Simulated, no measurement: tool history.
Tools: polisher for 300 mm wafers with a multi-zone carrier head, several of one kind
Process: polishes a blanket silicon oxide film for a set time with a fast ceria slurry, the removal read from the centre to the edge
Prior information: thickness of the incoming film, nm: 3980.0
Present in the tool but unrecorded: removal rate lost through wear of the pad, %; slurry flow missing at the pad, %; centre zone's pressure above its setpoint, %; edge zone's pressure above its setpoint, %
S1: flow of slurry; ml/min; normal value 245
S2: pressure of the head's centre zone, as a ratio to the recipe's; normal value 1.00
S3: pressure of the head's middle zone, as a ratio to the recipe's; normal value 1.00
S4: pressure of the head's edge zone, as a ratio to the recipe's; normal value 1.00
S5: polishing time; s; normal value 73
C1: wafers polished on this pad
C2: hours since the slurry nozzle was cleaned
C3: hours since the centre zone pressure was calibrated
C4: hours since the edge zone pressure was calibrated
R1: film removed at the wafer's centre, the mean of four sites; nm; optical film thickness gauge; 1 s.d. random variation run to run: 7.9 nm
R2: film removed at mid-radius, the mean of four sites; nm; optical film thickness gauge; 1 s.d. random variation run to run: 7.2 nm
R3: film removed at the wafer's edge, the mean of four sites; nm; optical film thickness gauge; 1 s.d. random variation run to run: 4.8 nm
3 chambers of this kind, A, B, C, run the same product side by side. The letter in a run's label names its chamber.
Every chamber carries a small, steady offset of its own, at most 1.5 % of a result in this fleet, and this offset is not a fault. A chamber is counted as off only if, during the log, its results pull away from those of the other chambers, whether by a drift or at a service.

| run | hour | S1 | S2 | S3 | S4 | S5 | C1 | C2 | C3 | C4 | R1 | R2 | R3 |
|---|---|---|---|---|---|---|---|---|---|---|---|---|---|
| 1A | 4.9 | 245 | 1.00 | 1.00 | 1.00 | 73 | 285 | 167.8 | 582.7 | 307.4 | 638.47 | 619.92 | 640.46 |
| 2C | 11.2 | 245 | 1.00 | 1.00 | 1.00 | 73 | 387 | 88.4 | 911.3 | 698.6 | 632.13 | 622.69 | 627.75 |
| 3B | 16.0 | 245 | 1.00 | 1.00 | 1.00 | 73 | 626 | 123.8 | 304.2 | 1185.3 | 623.98 | 639.29 | 620.09 |
| 4B | 21.4 | 245 | 1.00 | 1.00 | 1.00 | 73 | 683 | 129.2 | 309.6 | 1190.7 | 620.52 | 614.75 | 627.64 |
| 5C | 27.6 | 245 | 1.00 | 1.00 | 1.00 | 73 | 562 | 104.8 | 927.7 | 715.0 | 615.71 | 617.60 | 626.32 |
| 6A | 33.4 | 245 | 0.91 | 1.00 | 1.05 | 73 | 588 | 196.3 | 611.2 | 335.9 | 578.49 | 626.40 | 644.67 |
| 7A | 39.2 | 245 | 0.91 | 1.00 | 1.05 | 73 | 650 | 202.1 | 617.0 | 341.7 | 584.83 | 638.46 | 649.31 |
| 8B | 43.4 | 245 | 0.91 | 1.00 | 1.05 | 73 | 918 | 151.2 | 331.6 | 1212.7 | 569.26 | 626.26 | 654.99 |
|  | 45.6 | chamber A: worn pad replaced by a new one |
|  | 47.8 | chamber B: worn pad replaced by a new one |
|  | 48.9 | chamber A: edge zone pressure recalibrated |
| 9C | 49.1 | 245 | 1.00 | 1.00 | 1.00 | 73 | 791 | 126.3 | 949.2 | 736.5 | 610.53 | 625.15 | 633.11 |
| 10B | 53.2 | 245 | 1.00 | 1.00 | 1.00 | 73 | 57 | 161.0 | 341.4 | 1222.5 | 618.70 | 628.88 | 638.16 |
| 11A | 58.2 | 205 | 1.00 | 1.00 | 1.00 | 73 | 134 | 221.1 | 636.0 | 9.4 | 622.97 | 613.29 | 616.94 |
| 12C | 62.0 | 205 | 1.00 | 1.00 | 1.00 | 73 | 928 | 139.2 | 962.1 | 749.4 | 592.92 | 602.41 | 603.27 |
| 13A | 66.0 | 205 | 1.00 | 1.00 | 1.00 | 73 | 217 | 228.9 | 643.8 | 17.2 | 612.58 | 599.12 | 614.00 |
| 14C | 72.8 | 245 | 1.00 | 0.91 | 1.09 | 73 | 1043 | 150.0 | 972.9 | 760.2 | 612.05 | 555.02 | 629.63 |
| 15B | 76.6 | 245 | 1.00 | 0.91 | 1.09 | 73 | 306 | 184.4 | 364.8 | 1245.9 | 629.76 | 585.17 | 660.36 |
| 16C | 82.0 | 245 | 1.00 | 0.91 | 1.09 | 73 | 1141 | 159.2 | 982.1 | 769.4 | 590.26 | 541.89 | 636.23 |
|  | 84.8 | chamber A: slurry nozzle cleaned |
| 17B | 85.7 | 290 | 1.00 | 1.00 | 1.00 | 73 | 403 | 193.5 | 373.9 | 1255.0 | 643.62 | 648.25 | 634.04 |
| 18A | 90.9 | 290 | 1.00 | 1.00 | 1.00 | 73 | 482 | 6.1 | 668.7 | 42.1 | 652.98 | 637.26 | 641.18 |
| 19B | 96.8 | 290 | 1.00 | 1.00 | 1.00 | 73 | 521 | 204.6 | 385.0 | 1266.1 | 643.43 | 632.24 | 638.45 |
| 20C | 102.7 | 245 | 1.00 | 0.96 | 1.06 | 73 | 1362 | 179.9 | 1002.8 | 790.1 | 590.42 | 567.92 | 608.24 |
| 21A | 108.6 | 245 | 1.00 | 0.96 | 1.06 | 73 | 671 | 23.8 | 686.4 | 59.8 | 644.65 | 605.94 | 648.22 |
|  | 109.8 | chamber A: worn pad replaced by a new one |
| 22C | 113.7 | 245 | 1.00 | 0.96 | 1.06 | 73 | 1479 | 190.9 | 1013.8 | 801.1 | 567.51 | 558.62 | 603.91 |
| 23B | 116.9 | 245 | 1.00 | 1.00 | 1.00 | 73 | 735 | 224.7 | 405.1 | 1286.2 | 633.01 | 631.56 | 626.69 |
| 24A | 119.9 | 245 | 1.00 | 1.00 | 1.00 | 73 | 108 | 35.1 | 697.7 | 71.1 | 646.63 | 629.62 | 630.69 |
| 25C | 126.3 | 245 | 1.00 | 1.00 | 1.00 | 73 | 1613 | 203.5 | 1026.4 | 813.7 | 562.08 | 573.32 | 567.05 |
|  | 130.1 | chamber B: worn pad replaced by a new one |
| 26A | 130.7 | 245 | 1.00 | 1.00 | 1.00 | 73 | 223 | 45.9 | 708.5 | 81.9 | 638.94 | 637.02 | 631.73 |
| 27B | 133.9 | 245 | 1.00 | 1.00 | 1.00 | 73 | 41 | 241.7 | 422.1 | 1303.2 | 646.14 | 622.85 | 631.17 |
| 28C | 138.2 | 245 | 1.00 | 1.00 | 1.00 | 73 | 1740 | 215.4 | 1038.3 | 825.6 | 561.99 | 564.13 | 562.86 |
| 29B | 143.3 | 245 | 1.00 | 1.00 | 1.00 | 73 | 141 | 251.1 | 431.5 | 1312.6 | 628.56 | 630.57 | 634.18 |
| 30A | 148.1 | 245 | 1.00 | 1.00 | 1.00 | 73 | 408 | 63.3 | 725.9 | 99.3 | 652.32 | 622.90 | 626.01 |
| 31A | 154.8 | 245 | 1.00 | 1.00 | 1.00 | 73 | 479 | 70.0 | 732.6 | 106.0 | 637.53 | 627.11 | 624.80 |

Read the log: is a single chamber off, either drifting away or since a service, is the gauge that measures every chamber drifting, or is nothing wrong beyond small per-chamber offsets? Name any odd chamber and what most likely caused it.

It is chamber C that slowly wanders off from its peers.
Likeliest cause: removal rate lost through wear of the pad, % = 12.4.

Which of the 4 candidates below, each the usual settings with something changed and its results left as question marks, puts chamber C back in line with what the other chambers give on the usual settings?
In-line tolerance around the mean of the other chambers on the usual settings: R1 28.00 nm; R2 25.00 nm; R3 17.00 nm
| 32C-1 | 159.7 | 245 | 0.99 | 1.00 | 1.00 | 69 |  |  |  |  | ? | ? | ? |
| 32C-2 | 159.7 | 245 | 1.01 | 1.00 | 1.00 | 77 |  |  |  |  | ? | ? | ? |
| 32C-3 | 159.7 | 240 | 0.98 | 1.00 | 1.00 | 64 |  |  |  |  | ? | ? | ? |
| 32C-4 | 159.7 | 250 | 1.02 | 1.00 | 1.00 | 83 |  |  |  |  | ? | ? | ? |

The mean the other chambers reach with the usual settings: R1 636.74 nm; R2 627.39 nm; R3 629.17 nm
| run | R1 | R2 | R3 |
|---|---|---|---|
| 32C-1 | 513.76 | 515.33 | 519.87 |
| 32C-2 | 586.11 | 575.01 | 580.15 |
| 32C-3 | 469.91 | 476.82 | 481.29 |
| 32C-4 | 640.37 | 621.27 | 626.49 |
32C-4 puts the chamber back in line with the other chambers.

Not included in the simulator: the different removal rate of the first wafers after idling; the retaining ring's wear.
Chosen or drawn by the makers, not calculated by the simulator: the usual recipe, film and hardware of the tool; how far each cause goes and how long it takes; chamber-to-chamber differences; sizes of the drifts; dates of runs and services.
